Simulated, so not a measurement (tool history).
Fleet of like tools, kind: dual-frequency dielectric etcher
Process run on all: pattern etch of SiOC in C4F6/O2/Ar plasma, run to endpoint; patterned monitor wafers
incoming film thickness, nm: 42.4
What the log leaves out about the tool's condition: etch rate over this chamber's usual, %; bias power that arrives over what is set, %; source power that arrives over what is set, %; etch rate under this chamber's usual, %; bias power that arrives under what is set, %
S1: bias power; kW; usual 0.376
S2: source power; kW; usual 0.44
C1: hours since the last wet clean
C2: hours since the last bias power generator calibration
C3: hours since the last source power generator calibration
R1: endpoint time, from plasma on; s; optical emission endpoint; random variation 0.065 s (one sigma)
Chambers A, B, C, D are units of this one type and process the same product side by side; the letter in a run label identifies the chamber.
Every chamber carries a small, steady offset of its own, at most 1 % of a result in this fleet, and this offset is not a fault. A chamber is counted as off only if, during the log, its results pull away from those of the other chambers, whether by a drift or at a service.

run	hour	S1	S2	C1	C2	C3	R1
1B	2.6	0.376	0.44	306.7	87.3	1203.2	15.13
2C	6.8	0.376	0.44	169.8	280.3	3234.6	15.354
3D	9	0.376	0.44	192.8	1728	746	15.159
4A	13	0.376	0.44	456.7	1846.4	3702.6	15.299
5B	15.2	0.376	0.44	319.3	99.9	1215.8	15.116
6D	17.3	0.376	0.44	201.1	1736.3	754.3	15.252
7A	20.9	0.376	0.44	464.6	1854.3	3710.5	15.333
8C	24	0.376	0.44	187	297.5	3251.8	15.204
9A	27.1	0.376	0.44	470.8	1860.5	3716.7	15.223
10C	29.1	0.376	0.44	192.1	302.6	3256.9	15.32
11B	32.3	0.376	0.44	336.4	117	1232.9	15.199
12D	35	0.376	0.44	218.8	1754	772	15.355
13B	38.6	0.376	0.44	342.7	123.3	1239.2	15.069
14C	42	0.376	0.44	205	315.5	3269.8	15.306
15D	45	0.376	0.44	228.8	1764	782	15.283
16A	47.2	0.376	0.44	490.9	1880.6	3736.8	15.223
17C	50.6	0.376	0.44	213.6	324.1	3278.4	15.205
18B	54	0.376	0.44	358.1	138.7	1254.6	15.235
19A	56	0.376	0.44	499.7	1889.4	3745.6	15.306
20D	59.2	0.376	0.44	243	1778.2	796.2	15.24
21A	63.4	0.376	0.44	507.1	1896.8	3753	15.205
22B	66.6	0.376	0.44	370.7	151.3	1267.2	15.359
23D	69.5	0.376	0.44	253.3	1788.5	806.5	15.28
24C	73.5	0.376	0.52	236.5	347	3301.3	14.356
25A	77.8	0.376	0.52	521.5	1911.2	3767.4	14.356
26B	80	0.376	0.52	384.1	164.7	1280.6	14.422
27D	82.2	0.376	0.52	266	1801.2	819.2	14.304
28C	84.8	0.376	0.44	247.8	358.3	3312.6	15.128
29C	87.8	0.345	0.5	250.8	361.3	3315.6	15.037
30A	91.8	0.345	0.5	535.5	1925.2	3781.4	15.044
# hour 93.4: chamber A: wet clean of the chamber
31D	95.5	0.345	0.5	279.3	1814.5	832.5	15.056
32B	97.9	0.345	0.5	402	182.6	1298.5	15.343
33C	101.1	0.376	0.44	264.1	374.6	3328.9	15.325
34B	104.1	0.376	0.44	408.2	188.8	1304.7	15.756
35D	108.1	0.376	0.44	291.9	1827.1	845.1	15.203
36A	111.8	0.376	0.44	18.4	1945.2	3801.4	15.31

Does one chamber stand apart from the rest, does the shared gauge drift, or is all well apart from small per-chamber offsets? Give the chamber and the most likely cause, where there is one.

Little by little, chamber B moves away from the other chambers.
Cause: etch rate under this chamber's usual, % = 3.69.

Chamber B could run next with any of the 4 candidate recipes listed below; each alters the usual settings, and their results appear as question marks. Which one brings its results back in line with what the other chambers deliver on the usual settings?
Maximum distance from the other chambers' mean on the usual settings for a result to count as in line: R1 0.23 s
37B-1	114.9	0.35	0.41				?
37B-2	114.9	0.376	0.51				?
37B-3	114.9	0.408	0.44				?
37B-4	114.9	0.344	0.44				?

What the other chambers average on the usual settings: R1 15.268 s
run	R1
37B-1	16.562
37B-2	14.896
37B-3	15.283
37B-4	16.232
37B-3 puts the chamber back in line with the other chambers.

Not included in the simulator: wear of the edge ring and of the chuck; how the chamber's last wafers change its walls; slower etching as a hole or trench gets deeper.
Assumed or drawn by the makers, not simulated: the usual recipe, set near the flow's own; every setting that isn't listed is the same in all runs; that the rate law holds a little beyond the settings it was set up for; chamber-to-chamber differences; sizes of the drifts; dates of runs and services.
